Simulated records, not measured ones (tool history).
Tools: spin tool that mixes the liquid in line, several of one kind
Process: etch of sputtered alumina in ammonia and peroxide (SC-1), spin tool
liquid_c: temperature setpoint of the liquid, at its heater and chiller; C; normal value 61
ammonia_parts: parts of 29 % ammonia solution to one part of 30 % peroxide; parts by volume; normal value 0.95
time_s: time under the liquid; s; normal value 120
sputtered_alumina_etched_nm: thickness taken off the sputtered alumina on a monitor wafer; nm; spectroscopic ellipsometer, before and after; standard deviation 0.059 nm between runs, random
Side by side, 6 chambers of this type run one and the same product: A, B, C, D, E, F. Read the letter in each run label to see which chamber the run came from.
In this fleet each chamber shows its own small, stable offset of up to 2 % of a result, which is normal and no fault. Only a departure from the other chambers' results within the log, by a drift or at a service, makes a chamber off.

run,hour,liquid_c,ammonia_parts,time_s,hours since the thermometer was replaced,hours since the ammonia flow meter was replaced,hours since the heated supply line was repaired,hours since the drum of ammonia solution was connected,"read-back film thickness of the sputtered alumina reference wafer, read on the same gauge (nm)",sputtered_alumina_etched_nm
1E,3.8,61,0.95,120,957.6,223.1,177.4,390.5,50.017,10.043
2D,8.9,61,0.95,120,2243,1184.9,550.9,286.1,49.938,9.785
3F,15.4,61,0.95,120,768.1,1648.7,1162.2,258,50.022,9.9876
4B,19.6,61,0.95,120,526.5,270.8,799.8,249.8,50.001,10.045
5A,22.9,61,0.95,120,123.4,1423,1681.1,894.2,50.042,9.882
6C,27.6,61,0.95,120,916.8,843.8,1326.1,285.2,50.011,10.01
7D,32.4,61,0.8,120,2266.5,1208.4,574.4,309.6,50.033,9.7361
8F,37.6,61,0.8,120,790.3,1670.9,1184.4,280.2,49.937,9.8135
9B,42.1,61,0.8,120,549,293.3,822.3,272.3,50.003,9.8849
10E,45.7,61,0.8,120,999.5,265,219.3,432.4,50.022,9.6893
11C,52.1,61,0.8,120,941.3,868.3,1350.6,309.7,49.972,9.8765
12A,55.9,61,0.8,120,156.4,1456,1714.1,927.2,49.976,9.7156
13B,61.5,61,0.95,120,568.4,312.7,841.7,291.7,49.969,9.9079
14A,66.7,61,0.95,120,167.2,1466.8,1724.9,938,50.019,9.8963
15D,73,57,0.95,120,2307.1,1249,615,350.2,49.984,7.8081
16C,76.9,57,0.95,120,966.1,893.1,1375.4,334.5,49.961,8.1583
17E,80.8,57,0.95,120,1034.6,300.1,254.4,467.5,50.004,8.1121
# hour 81.5: chamber B: thermometer replaced
18F,86.5,57,0.95,120,839.2,1719.8,1233.3,329.1,49.976,8.1026
19B,93.3,57,0.95,120,11.9,344.5,873.5,323.5,50.015,8.1212
20F,99.3,57,0.95,120,852,1732.6,1246.1,341.9,50.016,8.1371
21D,103,61,0.95,120,2337.1,1279,645,380.2,50.02,9.4658
22E,109.4,61,0.95,120,1063.2,328.7,283,496.1,49.98,9.9826
23A,113.9,61,0.95,120,214.4,1514,1772.1,985.2,50.016,9.9683
24C,120.2,61,1.15,120,1009.4,936.4,1418.7,377.8,50.006,10.129
25D,126.7,61,1.15,120,2360.8,1302.7,668.7,403.9,49.997,9.5479
26A,133.3,61,1.15,120,233.8,1533.4,1791.5,1004.6,49.992,10.188
27F,137.3,61,1.15,120,890,1770.6,1284.1,379.9,49.997,10.097
28C,142.7,61,1.15,120,1031.9,958.9,1441.2,400.3,50.011,10.086
29E,145.9,61,1.15,120,1099.7,365.2,319.5,532.6,49.986,10.013
30B,151.8,61,0.95,160,70.4,403,932,382,50.005,13.381
31E,157,61,0.95,160,1110.8,376.3,330.6,543.7,49.986,13.109
32A,163.3,61,0.95,160,263.8,1563.4,1821.5,1034.6,50.035,13.289
33C,168.6,61,0.95,160,1057.8,984.8,1467.1,426.2,49.978,13.246
# hour 169: chamber E: thermometer replaced
34F,174.6,61,0.95,160,927.3,1807.9,1321.4,417.2,50.022,13.296
35B,178,61,0.95,160,96.6,429.2,958.2,408.2,50.02,13.356
36D,183.4,61,0.95,120,2417.5,1359.4,725.4,460.6,49.994,9.1773
37B,188.9,61,0.95,120,107.5,440.1,969.1,419.1,50.004,9.9392
38C,194.7,61,0.95,120,1083.9,1010.9,1493.2,452.3,49.988,9.9737
39E,198.2,70,0.95,175,29.2,417.5,371.8,584.9,50.015,22.7

Next, every chamber runs the same settings. What will each give?
40A,203.2,61,1.2,120,,,,,,?
40B,203.2,61,1.2,120,,,,,,?
40C,203.2,61,1.2,120,,,,,,?
40D,203.2,61,1.2,120,,,,,,?
40E,203.2,61,1.2,120,,,,,,?
40F,203.2,61,1.2,120,,,,,,?

run,sputtered_alumina_etched_nm
40A,10.242
40B,10.204
40C,10.228
40D,9.27
40E,10.261
40F,10.275
